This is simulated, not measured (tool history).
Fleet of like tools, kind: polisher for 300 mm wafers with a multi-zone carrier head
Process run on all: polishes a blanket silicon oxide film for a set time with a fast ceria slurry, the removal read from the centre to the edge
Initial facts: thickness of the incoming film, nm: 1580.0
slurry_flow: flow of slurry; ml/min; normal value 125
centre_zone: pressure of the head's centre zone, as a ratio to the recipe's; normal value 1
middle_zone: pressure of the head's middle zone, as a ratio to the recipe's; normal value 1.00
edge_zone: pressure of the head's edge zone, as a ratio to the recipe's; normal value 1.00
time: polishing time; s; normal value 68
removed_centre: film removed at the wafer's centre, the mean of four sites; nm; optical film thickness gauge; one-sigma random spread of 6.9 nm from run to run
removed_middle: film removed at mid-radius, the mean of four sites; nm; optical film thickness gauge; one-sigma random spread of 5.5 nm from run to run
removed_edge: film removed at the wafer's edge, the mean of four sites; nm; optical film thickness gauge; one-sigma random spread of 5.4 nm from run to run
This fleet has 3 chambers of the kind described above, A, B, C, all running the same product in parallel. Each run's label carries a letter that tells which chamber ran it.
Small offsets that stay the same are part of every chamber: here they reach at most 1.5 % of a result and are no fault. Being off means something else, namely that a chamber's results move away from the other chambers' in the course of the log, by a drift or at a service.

{"hour": 0.2, "done": "chamber C: worn pad replaced by a new one"}
{"run": "1B", "hour": 4.2, "slurry_flow": 125, "centre_zone": 1, "middle_zone": 1.0, "edge_zone": 1.0, "time": 68, "removed_centre": 506.91, "removed_middle": 501.28, "removed_edge": 504.38}
{"run": "2C", "hour": 7.9, "slurry_flow": 125, "centre_zone": 1, "middle_zone": 1.0, "edge_zone": 1.0, "time": 68, "removed_centre": 498.54, "removed_middle": 501.74, "removed_edge": 510.05}
{"run": "3A", "hour": 11.0, "slurry_flow": 125, "centre_zone": 1, "middle_zone": 1.0, "edge_zone": 1.0, "time": 68, "removed_centre": 502.58, "removed_middle": 504.64, "removed_edge": 493.24}
{"run": "4A", "hour": 15.0, "slurry_flow": 125, "centre_zone": 1, "middle_zone": 1.0, "edge_zone": 1.0, "time": 68, "removed_centre": 505.74, "removed_middle": 513.03, "removed_edge": 500.84}
{"run": "5C", "hour": 18.9, "slurry_flow": 125, "centre_zone": 1, "middle_zone": 1.0, "edge_zone": 1.0, "time": 68, "removed_centre": 497.57, "removed_middle": 501.17, "removed_edge": 502.14}
{"run": "6B", "hour": 21.8, "slurry_flow": 125, "centre_zone": 1, "middle_zone": 1.0, "edge_zone": 1.0, "time": 68, "removed_centre": 501.06, "removed_middle": 501.89, "removed_edge": 504.1}
{"hour": 22.7, "done": "chamber C: edge zone pressure recalibrated"}
{"run": "7A", "hour": 26.0, "slurry_flow": 125, "centre_zone": 1, "middle_zone": 1.0, "edge_zone": 1.0, "time": 68, "removed_centre": 504.28, "removed_middle": 515.84, "removed_edge": 494.64}
{"hour": 31.1, "done": "chamber C: centre zone pressure recalibrated"}
{"run": "8B", "hour": 32.5, "slurry_flow": 125, "centre_zone": 1, "middle_zone": 1.0, "edge_zone": 1.0, "time": 68, "removed_centre": 497.61, "removed_middle": 500.82, "removed_edge": 495.1}
{"hour": 33.7, "done": "chamber A: worn pad replaced by a new one"}
{"run": "9C", "hour": 37.8, "slurry_flow": 125, "centre_zone": 1, "middle_zone": 1.0, "edge_zone": 1.0, "time": 68, "removed_centre": 507.7, "removed_middle": 497.28, "removed_edge": 496.08}
{"run": "10C", "hour": 41.8, "slurry_flow": 125, "centre_zone": 1, "middle_zone": 0.89, "edge_zone": 1.0, "time": 68, "removed_centre": 507.67, "removed_middle": 455.1, "removed_edge": 498.37}
{"hour": 45.8, "done": "chamber B: worn pad replaced by a new one"}
{"run": "11B", "hour": 46.5, "slurry_flow": 125, "centre_zone": 1, "middle_zone": 0.89, "edge_zone": 1.0, "time": 68, "removed_centre": 498.71, "removed_middle": 445.76, "removed_edge": 507.04}
{"run": "12A", "hour": 52.9, "slurry_flow": 125, "centre_zone": 1, "middle_zone": 0.89, "edge_zone": 1.0, "time": 68, "removed_centre": 500.51, "removed_middle": 461.03, "removed_edge": 498.42}
{"run": "13A", "hour": 56.4, "slurry_flow": 125, "centre_zone": 1, "middle_zone": 1.0, "edge_zone": 1.0, "time": 68, "removed_centre": 504.16, "removed_middle": 506.28, "removed_edge": 487.42}
{"run": "14C", "hour": 61.8, "slurry_flow": 125, "centre_zone": 1, "middle_zone": 1.0, "edge_zone": 1.0, "time": 68, "removed_centre": 501.39, "removed_middle": 500.23, "removed_edge": 499.31}
{"run": "15B", "hour": 67.0, "slurry_flow": 125, "centre_zone": 1, "middle_zone": 1.0, "edge_zone": 1.0, "time": 68, "removed_centre": 504.82, "removed_middle": 490.02, "removed_edge": 497.54}
{"run": "16B", "hour": 72.6, "slurry_flow": 100, "centre_zone": 1, "middle_zone": 1.0, "edge_zone": 0.94, "time": 68, "removed_centre": 464.86, "removed_middle": 470.05, "removed_edge": 464.26}
{"run": "17C", "hour": 75.8, "slurry_flow": 100, "centre_zone": 1, "middle_zone": 1.0, "edge_zone": 0.94, "time": 68, "removed_centre": 471.71, "removed_middle": 471.11, "removed_edge": 465.84}
{"hour": 78.3, "done": "chamber C: worn pad replaced by a new one"}
{"run": "18A", "hour": 79.6, "slurry_flow": 100, "centre_zone": 1, "middle_zone": 1.0, "edge_zone": 0.94, "time": 68, "removed_centre": 453.92, "removed_middle": 474.56, "removed_edge": 458.96}
{"hour": 82.9, "done": "chamber B: slurry nozzle cleaned"}
{"run": "19A", "hour": 85.8, "slurry_flow": 125, "centre_zone": 1, "middle_zone": 1.0, "edge_zone": 1.0, "time": 68, "removed_centre": 493.11, "removed_middle": 495.12, "removed_edge": 484.71}
{"run": "20C", "hour": 90.5, "slurry_flow": 125, "centre_zone": 1, "middle_zone": 1.0, "edge_zone": 1.0, "time": 68, "removed_centre": 494.09, "removed_middle": 503.48, "removed_edge": 496.94}
{"run": "21B", "hour": 94.7, "slurry_flow": 125, "centre_zone": 1, "middle_zone": 1.0, "edge_zone": 1.0, "time": 68, "removed_centre": 509.66, "removed_middle": 492.72, "removed_edge": 503.95}
{"run": "22C", "hour": 99.4, "slurry_flow": 125, "centre_zone": 1, "middle_zone": 1.0, "edge_zone": 1.0, "time": 68, "removed_centre": 503.88, "removed_middle": 513.4, "removed_edge": 497.13}
{"hour": 102.5, "done": "chamber A: worn pad replaced by a new one"}
{"run": "23B", "hour": 103.0, "slurry_flow": 125, "centre_zone": 1, "middle_zone": 1.0, "edge_zone": 1.0, "time": 68, "removed_centre": 507.95, "removed_middle": 492.11, "removed_edge": 507.05}
{"run": "24A", "hour": 107.0, "slurry_flow": 125, "centre_zone": 1, "middle_zone": 1.0, "edge_zone": 1.0, "time": 68, "removed_centre": 494.94, "removed_middle": 502.92, "removed_edge": 473.86}
{"run": "25B", "hour": 113.4, "slurry_flow": 125, "centre_zone": 1, "middle_zone": 0.89, "edge_zone": 1.0, "time": 68, "removed_centre": 499.63, "removed_middle": 453.65, "removed_edge": 507.64}
{"run": "26A", "hour": 119.5, "slurry_flow": 125, "centre_zone": 1, "middle_zone": 0.89, "edge_zone": 1.0, "time": 68, "removed_centre": 481.49, "removed_middle": 432.97, "removed_edge": 483.41}
{"run": "27C", "hour": 125.8, "slurry_flow": 125, "centre_zone": 1, "middle_zone": 0.89, "edge_zone": 1.0, "time": 68, "removed_centre": 502.86, "removed_middle": 458.06, "removed_edge": 501.49}
{"run": "28B", "hour": 129.9, "slurry_flow": 125, "centre_zone": 1, "middle_zone": 1.0, "edge_zone": 1.0, "time": 68, "removed_centre": 517.3, "removed_middle": 504.89, "removed_edge": 499.7}
{"run": "29A", "hour": 136.2, "slurry_flow": 125, "centre_zone": 1, "middle_zone": 1.0, "edge_zone": 1.0, "time": 68, "removed_centre": 491.1, "removed_middle": 480.66, "removed_edge": 495.0}
{"run": "30C", "hour": 140.2, "slurry_flow": 125, "centre_zone": 1, "middle_zone": 1.0, "edge_zone": 1.0, "time": 68, "removed_centre": 492.31, "removed_middle": 499.65, "removed_edge": 493.14}
{"run": "31B", "hour": 146.9, "slurry_flow": 125, "centre_zone": 1, "middle_zone": 1.0, "edge_zone": 1.0, "time": 68, "removed_centre": 500.33, "removed_middle": 507.85, "removed_edge": 497.73}
{"hour": 147.6, "done": "chamber C: worn pad replaced by a new one"}
{"run": "32C", "hour": 153.5, "slurry_flow": 125, "centre_zone": 1, "middle_zone": 1.0, "edge_zone": 1.0, "time": 68, "removed_centre": 505.29, "removed_middle": 503.95, "removed_edge": 504.58}
{"run": "33A", "hour": 159.3, "slurry_flow": 125, "centre_zone": 1, "middle_zone": 1.0, "edge_zone": 1.0, "time": 68, "removed_centre": 489.11, "removed_middle": 481.17, "removed_edge": 479.59}
{"hour": 160.6, "done": "chamber B: worn pad replaced by a new one"}
{"run": "34B", "hour": 164.2, "slurry_flow": 125, "centre_zone": 1, "middle_zone": 1.0, "edge_zone": 1.0, "time": 68, "removed_centre": 507.58, "removed_middle": 504.08, "removed_edge": 510.29}
{"hour": 168.0, "done": "chamber A: worn pad replaced by a new one"}
{"run": "35C", "hour": 170.3, "slurry_flow": 125, "centre_zone": 1, "middle_zone": 1.0, "edge_zone": 1.0, "time": 68, "removed_centre": 500.27, "removed_middle": 507.09, "removed_edge": 496.84}
{"run": "36A", "hour": 173.9, "slurry_flow": 140, "centre_zone": 1, "middle_zone": 1.0, "edge_zone": 1.0, "time": 68, "removed_centre": 480.71, "removed_middle": 498.45, "removed_edge": 484.79}
{"run": "37B", "hour": 178.8, "slurry_flow": 140, "centre_zone": 1, "middle_zone": 1.0, "edge_zone": 1.0, "time": 68, "removed_centre": 518.29, "removed_middle": 514.62, "removed_edge": 513.16}
{"run": "38A", "hour": 185.5, "slurry_flow": 140, "centre_zone": 1, "middle_zone": 1.0, "edge_zone": 1.0, "time": 68, "removed_centre": 488.47, "removed_middle": 490.87, "removed_edge": 480.38}
{"run": "39C", "hour": 190.6, "slurry_flow": 125, "centre_zone": 1, "middle_zone": 1.0, "edge_zone": 1.0, "time": 68, "removed_centre": 507.85, "removed_middle": 499.91, "removed_edge": 496.18}

Predict what each chamber gives when all 3 of them run the settings below next.
{"run": "40A", "hour": 195.4, "slurry_flow": 125, "centre_zone": 1, "middle_zone": 1.0, "edge_zone": 0.92, "time": 68, "removed_centre": "?", "removed_middle": "?", "removed_edge": "?"}
{"run": "40B", "hour": 195.4, "slurry_flow": 125, "centre_zone": 1, "middle_zone": 1.0, "edge_zone": 0.92, "time": 68, "removed_centre": "?", "removed_middle": "?", "removed_edge": "?"}
{"run": "40C", "hour": 195.4, "slurry_flow": 125, "centre_zone": 1, "middle_zone": 1.0, "edge_zone": 0.92, "time": 68, "removed_centre": "?", "removed_middle": "?", "removed_edge": "?"}

run=40A removed_centre=465.91 removed_middle=482.53 removed_edge=458.93
run=40B removed_centre=499.56 removed_middle=502.78 removed_edge=478.06
run=40C removed_centre=514.89 removed_middle=507.79 removed_edge=478.62
